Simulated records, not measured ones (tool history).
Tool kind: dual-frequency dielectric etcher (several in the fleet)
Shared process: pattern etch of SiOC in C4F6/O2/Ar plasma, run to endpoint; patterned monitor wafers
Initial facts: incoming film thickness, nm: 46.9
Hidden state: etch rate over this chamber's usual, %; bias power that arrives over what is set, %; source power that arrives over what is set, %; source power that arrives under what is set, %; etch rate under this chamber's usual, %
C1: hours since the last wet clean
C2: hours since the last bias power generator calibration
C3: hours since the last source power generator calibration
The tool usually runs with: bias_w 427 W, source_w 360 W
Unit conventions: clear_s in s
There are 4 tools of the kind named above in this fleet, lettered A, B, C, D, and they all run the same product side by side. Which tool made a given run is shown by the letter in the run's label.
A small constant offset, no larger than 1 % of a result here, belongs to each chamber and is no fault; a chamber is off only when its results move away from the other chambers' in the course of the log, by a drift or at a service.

{"run": "1A", "hour": 8.5, "bias_w": 427, "source_w": 360, "C1": 167.6, "C2": 601.8, "C3": 1499.8, "clear_s": 17.257}
{"run": "2B", "hour": 15.2, "bias_w": 427, "source_w": 360, "C1": 376.6, "C2": 1190.9, "C3": 1723.9, "clear_s": 17.945}
{"run": "3C", "hour": 22.5, "bias_w": 427, "source_w": 360, "C1": 239, "C2": 2004.8, "C3": 1977.2, "clear_s": 17.337}
{"run": "4D", "hour": 28.4, "bias_w": 427, "source_w": 360, "C1": 344.4, "C2": 1179.1, "C3": 1053.2, "clear_s": 17.522}
{"run": "5D", "hour": 35.3, "bias_w": 427, "source_w": 360, "C1": 351.3, "C2": 1186, "C3": 1060.1, "clear_s": 17.734}
{"run": "6B", "hour": 40.4, "bias_w": 427, "source_w": 360, "C1": 401.8, "C2": 1216.1, "C3": 1749.1, "clear_s": 17.688}
{"run": "7C", "hour": 45.5, "bias_w": 427, "source_w": 360, "C1": 262, "C2": 2027.8, "C3": 2000.2, "clear_s": 17.412}
{"run": "8A", "hour": 53.5, "bias_w": 427, "source_w": 280, "C1": 212.6, "C2": 646.8, "C3": 1544.8, "clear_s": 18.947}
{"run": "9C", "hour": 60.5, "bias_w": 427, "source_w": 280, "C1": 277, "C2": 2042.8, "C3": 2015.2, "clear_s": 19.25}
{"run": "10A", "hour": 69.0, "bias_w": 427, "source_w": 280, "C1": 228.1, "C2": 662.3, "C3": 1560.3, "clear_s": 18.858}
{"run": "11D", "hour": 74.9, "bias_w": 427, "source_w": 280, "C1": 390.9, "C2": 1225.6, "C3": 1099.7, "clear_s": 19.322}
{"run": "12B", "hour": 79.5, "bias_w": 427, "source_w": 360, "C1": 440.9, "C2": 1255.2, "C3": 1788.2, "clear_s": 17.59}
{"run": "13B", "hour": 87.1, "bias_w": 427, "source_w": 360, "C1": 448.5, "C2": 1262.8, "C3": 1795.8, "clear_s": 17.574}
{"run": "14D", "hour": 93.7, "bias_w": 427, "source_w": 360, "C1": 409.7, "C2": 1244.4, "C3": 1118.5, "clear_s": 17.62}
{"run": "15A", "hour": 98.4, "bias_w": 427, "source_w": 360, "C1": 257.5, "C2": 691.7, "C3": 1589.7, "clear_s": 17.035}
{"run": "16C", "hour": 104.7, "bias_w": 427, "source_w": 360, "C1": 321.2, "C2": 2087, "C3": 2059.4, "clear_s": 17.776}
{"run": "17A", "hour": 110.2, "bias_w": 427, "source_w": 360, "C1": 269.3, "C2": 703.5, "C3": 1601.5, "clear_s": 17.263}
{"run": "18D", "hour": 118.3, "bias_w": 427, "source_w": 360, "C1": 434.3, "C2": 1269, "C3": 1143.1, "clear_s": 17.5}
{"run": "19B", "hour": 125.1, "bias_w": 427, "source_w": 360, "C1": 486.5, "C2": 1300.8, "C3": 1833.8, "clear_s": 17.735}
{"run": "20C", "hour": 132.7, "bias_w": 427, "source_w": 360, "C1": 349.2, "C2": 2115, "C3": 2087.4, "clear_s": 17.757}
{"run": "21B", "hour": 140.3, "bias_w": 427, "source_w": 360, "C1": 501.7, "C2": 1316, "C3": 1849, "clear_s": 17.548}
{"run": "22C", "hour": 145.7, "bias_w": 427, "source_w": 360, "C1": 362.2, "C2": 2128, "C3": 2100.4, "clear_s": 17.822}
{"run": "23A", "hour": 150.5, "bias_w": 427, "source_w": 360, "C1": 309.6, "C2": 743.8, "C3": 1641.8, "clear_s": 17.21}
{"run": "24D", "hour": 155.0, "bias_w": 427, "source_w": 360, "C1": 471, "C2": 1305.7, "C3": 1179.8, "clear_s": 17.359}
{"run": "25B", "hour": 160.1, "bias_w": 427, "source_w": 360, "C1": 521.5, "C2": 1335.8, "C3": 1868.8, "clear_s": 17.901}
{"run": "26C", "hour": 167.8, "bias_w": 427, "source_w": 360, "C1": 384.3, "C2": 2150.1, "C3": 2122.5, "clear_s": 17.928}
{"run": "27A", "hour": 174.6, "bias_w": 427, "source_w": 360, "C1": 333.7, "C2": 767.9, "C3": 1665.9, "clear_s": 17.239}
{"run": "28D", "hour": 183.0, "bias_w": 427, "source_w": 360, "C1": 499, "C2": 1333.7, "C3": 1207.8, "clear_s": 17.596}
{"hour": 183.4, "done": "chamber B: wet clean of the chamber"}
{"run": "29B", "hour": 188.4, "bias_w": 427, "source_w": 360, "C1": 5, "C2": 1364.1, "C3": 1897.1, "clear_s": 17.494}
{"run": "30A", "hour": 192.4, "bias_w": 327, "source_w": 360, "C1": 351.5, "C2": 785.7, "C3": 1683.7, "clear_s": 18.755}
{"hour": 197.8, "done": "chamber D: wet clean of the chamber"}
{"run": "31D", "hour": 198.6, "bias_w": 327, "source_w": 360, "C1": 0.8, "C2": 1349.3, "C3": 1223.4, "clear_s": 19.104}
{"run": "32C", "hour": 205.8, "bias_w": 327, "source_w": 360, "C1": 422.3, "C2": 2188.1, "C3": 2160.5, "clear_s": 20.521}

For the next run the whole fleet of 4 chambers uses the same settings. Give each chamber's results:
{"run": "33A", "hour": 211.9, "bias_w": 427, "source_w": 420, "clear_s": "?"}
{"run": "33B", "hour": 211.9, "bias_w": 427, "source_w": 420, "clear_s": "?"}
{"run": "33C", "hour": 211.9, "bias_w": 427, "source_w": 420, "clear_s": "?"}
{"run": "33D", "hour": 211.9, "bias_w": 427, "source_w": 420, "clear_s": "?"}

run=33A clear_s=16.388
run=33B clear_s=16.799
run=33C clear_s=17.336
run=33D clear_s=16.531
